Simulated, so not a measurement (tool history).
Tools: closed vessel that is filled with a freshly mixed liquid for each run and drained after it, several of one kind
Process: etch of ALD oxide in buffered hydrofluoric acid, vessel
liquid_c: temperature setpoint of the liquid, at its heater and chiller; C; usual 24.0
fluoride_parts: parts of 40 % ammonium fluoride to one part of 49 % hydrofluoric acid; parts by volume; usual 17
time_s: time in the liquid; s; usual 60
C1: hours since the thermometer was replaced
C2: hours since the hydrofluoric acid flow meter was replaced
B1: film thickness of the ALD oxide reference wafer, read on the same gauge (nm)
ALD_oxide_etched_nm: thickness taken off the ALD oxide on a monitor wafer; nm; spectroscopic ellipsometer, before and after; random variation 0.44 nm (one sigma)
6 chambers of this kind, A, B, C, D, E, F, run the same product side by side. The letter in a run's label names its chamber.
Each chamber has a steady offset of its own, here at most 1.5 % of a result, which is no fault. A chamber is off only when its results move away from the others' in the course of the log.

Run 1D, hour 9.5: usual settings; C1 1910.4; C2 37.3; B1 69.982. Result: ALD_oxide_etched_nm 94.034 nm.
Run 2C, hour 17.8: usual settings; C1 527.6; C2 448.9; B1 70.012. Result: ALD_oxide_etched_nm 95.012 nm.
Run 3A, hour 23.2: usual settings; C1 395.2; C2 476.0; B1 69.988. Result: ALD_oxide_etched_nm 94.231 nm.
Run 4B, hour 31.1: usual settings; C1 129.7; C2 356.6; B1 70.008. Result: ALD_oxide_etched_nm 95.526 nm.
Run 5E, hour 35.5: usual settings; C1 357.5; C2 689.0; B1 69.983. Result: ALD_oxide_etched_nm 94.283 nm.
Run 6F, hour 42.7: usual settings but liquid_c 21.5 C, time_s 30 s; C1 396.4; C2 1209.7; B1 69.997. Result: ALD_oxide_etched_nm 40.656 nm.
Run 7E, hour 51.4: usual settings but liquid_c 21.5 C, time_s 30 s; C1 373.4; C2 704.9; B1 69.999. Result: ALD_oxide_etched_nm 40.829 nm.
Run 8C, hour 57.3: usual settings but liquid_c 21.5 C, time_s 30 s; C1 567.1; C2 488.4; B1 69.983. Result: ALD_oxide_etched_nm 41.446 nm.
Run 9D, hour 65.3: usual settings but liquid_c 21.5 C, time_s 30 s; C1 1966.2; C2 93.1; B1 69.996. Result: ALD_oxide_etched_nm 41.218 nm.
Run 10F, hour 70.5: usual settings but liquid_c 21.5 C, time_s 30 s; C1 424.2; C2 1237.5; B1 70.007. Result: ALD_oxide_etched_nm 41.557 nm.
Run 11A, hour 75.9: usual settings but liquid_c 21.5 C, time_s 30 s; C1 447.9; C2 528.7; B1 69.991. Result: ALD_oxide_etched_nm 41.168 nm.
Run 12B, hour 83.6: usual settings but time_s 50 s; C1 182.2; C2 409.1; B1 69.969. Result: ALD_oxide_etched_nm 79.316 nm.
Run 13E, hour 90.8: usual settings but time_s 50 s; C1 412.8; C2 744.3; B1 70.010. Result: ALD_oxide_etched_nm 77.924 nm.
Run 14A, hour 96.7: usual settings but time_s 50 s; C1 468.7; C2 549.5; B1 70.000. Result: ALD_oxide_etched_nm 78.164 nm.
Run 15D, hour 101.2: usual settings but time_s 50 s; C1 2002.1; C2 129.0; B1 69.978. Result: ALD_oxide_etched_nm 78.446 nm.
Run 16B, hour 110.3: usual settings but time_s 50 s; C1 208.9; C2 435.8; B1 69.994. Result: ALD_oxide_etched_nm 79.100 nm.
Run 17F, hour 120.2: usual settings but time_s 50 s; C1 473.9; C2 1287.2; B1 70.027. Result: ALD_oxide_etched_nm 78.893 nm.
Run 18C, hour 125.1: usual settings; C1 634.9; C2 556.2; B1 70.009. Result: ALD_oxide_etched_nm 95.709 nm.
Run 19C, hour 131.1: usual settings; C1 640.9; C2 562.2; B1 69.996. Result: ALD_oxide_etched_nm 95.467 nm.
Run 20F, hour 139.9: usual settings; C1 493.6; C2 1306.9; B1 70.007. Result: ALD_oxide_etched_nm 95.291 nm.
Run 21D, hour 145.8: usual settings; C1 2046.7; C2 173.6; B1 69.997. Result: ALD_oxide_etched_nm 94.812 nm.
Run 22A, hour 153.5: usual settings; C1 525.5; C2 606.3; B1 70.002. Result: ALD_oxide_etched_nm 93.890 nm.
Run 23E, hour 163.0: usual settings; C1 485.0; C2 816.5; B1 70.000. Result: ALD_oxide_etched_nm 93.806 nm.
Run 24B, hour 171.1: usual settings; C1 269.7; C2 496.6; B1 70.004. Result: ALD_oxide_etched_nm 94.495 nm.
Run 25D, hour 179.4: usual settings; C1 2080.3; C2 207.2; B1 69.991. Result: ALD_oxide_etched_nm 95.589 nm.
Run 26F, hour 187.1: usual settings; C1 540.8; C2 1354.1; B1 70.027. Result: ALD_oxide_etched_nm 94.989 nm.
Run 27C, hour 194.0: usual settings; C1 703.8; C2 625.1; B1 69.995. Result: ALD_oxide_etched_nm 94.943 nm.
Run 28A, hour 198.6: usual settings; C1 570.6; C2 651.4; B1 70.017. Result: ALD_oxide_etched_nm 93.907 nm.
Run 29E, hour 205.1: usual settings; C1 527.1; C2 858.6; B1 69.994. Result: ALD_oxide_etched_nm 93.333 nm.
Run 30B, hour 213.9: usual settings but time_s 35 s; C1 312.5; C2 539.4; B1 70.011. Result: ALD_oxide_etched_nm 55.910 nm.
At hour 214.1: chamber F: thermometer replaced.
Run 31B, hour 222.7: usual settings but time_s 35 s; C1 321.3; C2 548.2; B1 70.011. Result: ALD_oxide_etched_nm 55.258 nm.
Run 32D, hour 227.8: usual settings but time_s 35 s; C1 2128.7; C2 255.6; B1 70.006. Result: ALD_oxide_etched_nm 55.604 nm.
Run 33A, hour 233.0: usual settings but time_s 35 s; C1 605.0; C2 685.8; B1 70.006. Result: ALD_oxide_etched_nm 54.762 nm.
Run 34F, hour 240.8: usual settings but time_s 35 s; C1 26.7; C2 1407.8; B1 70.021. Result: ALD_oxide_etched_nm 55.141 nm.
Run 35C, hour 247.7: usual settings but time_s 35 s; C1 757.5; C2 678.8; B1 70.003. Result: ALD_oxide_etched_nm 55.515 nm.
Run 36E, hour 257.6: usual settings; C1 579.6; C2 911.1; B1 69.994. Result: ALD_oxide_etched_nm 93.963 nm.
Run 37F, hour 263.4: usual settings; C1 49.3; C2 1430.4; B1 70.005. Result: ALD_oxide_etched_nm 93.996 nm.
At hour 268.0: chamber C: hydrofluoric acid flow meter replaced.
Run 38E, hour 272.5: usual settings; C1 594.5; C2 926.0; B1 70.000. Result: ALD_oxide_etched_nm 94.226 nm.
Run 39A, hour 277.4: usual settings; C1 649.4; C2 730.2; B1 70.000. Result: ALD_oxide_etched_nm 93.988 nm.
Run 40C, hour 284.6: usual settings; C1 794.4; C2 16.6; B1 70.008. Result: ALD_oxide_etched_nm 95.653 nm.
At hour 288.6: chamber D: thermometer replaced.
Run 41D, hour 290.3: usual settings; C1 1.7; C2 318.1; B1 70.023. Result: ALD_oxide_etched_nm 94.795 nm.

Next, every chamber runs the same settings. What will each give?
Run 42A, hour 297.4: usual settings but time_s 45 s. Result: ALD_oxide_etched_nm ?.
Run 42B, hour 297.4: usual settings but time_s 45 s. Result: ALD_oxide_etched_nm ?.
Run 42C, hour 297.4: usual settings but time_s 45 s. Result: ALD_oxide_etched_nm ?.
Run 42D, hour 297.4: usual settings but time_s 45 s. Result: ALD_oxide_etched_nm ?.
Run 42E, hour 297.4: usual settings but time_s 45 s. Result: ALD_oxide_etched_nm ?.
Run 42F, hour 297.4: usual settings but time_s 45 s. Result: ALD_oxide_etched_nm ?.

run  ALD_oxide_etched_nm
42A               70.389
42B               71.499
42C               70.762
42D               71.053
42E               70.441
42F               71.415

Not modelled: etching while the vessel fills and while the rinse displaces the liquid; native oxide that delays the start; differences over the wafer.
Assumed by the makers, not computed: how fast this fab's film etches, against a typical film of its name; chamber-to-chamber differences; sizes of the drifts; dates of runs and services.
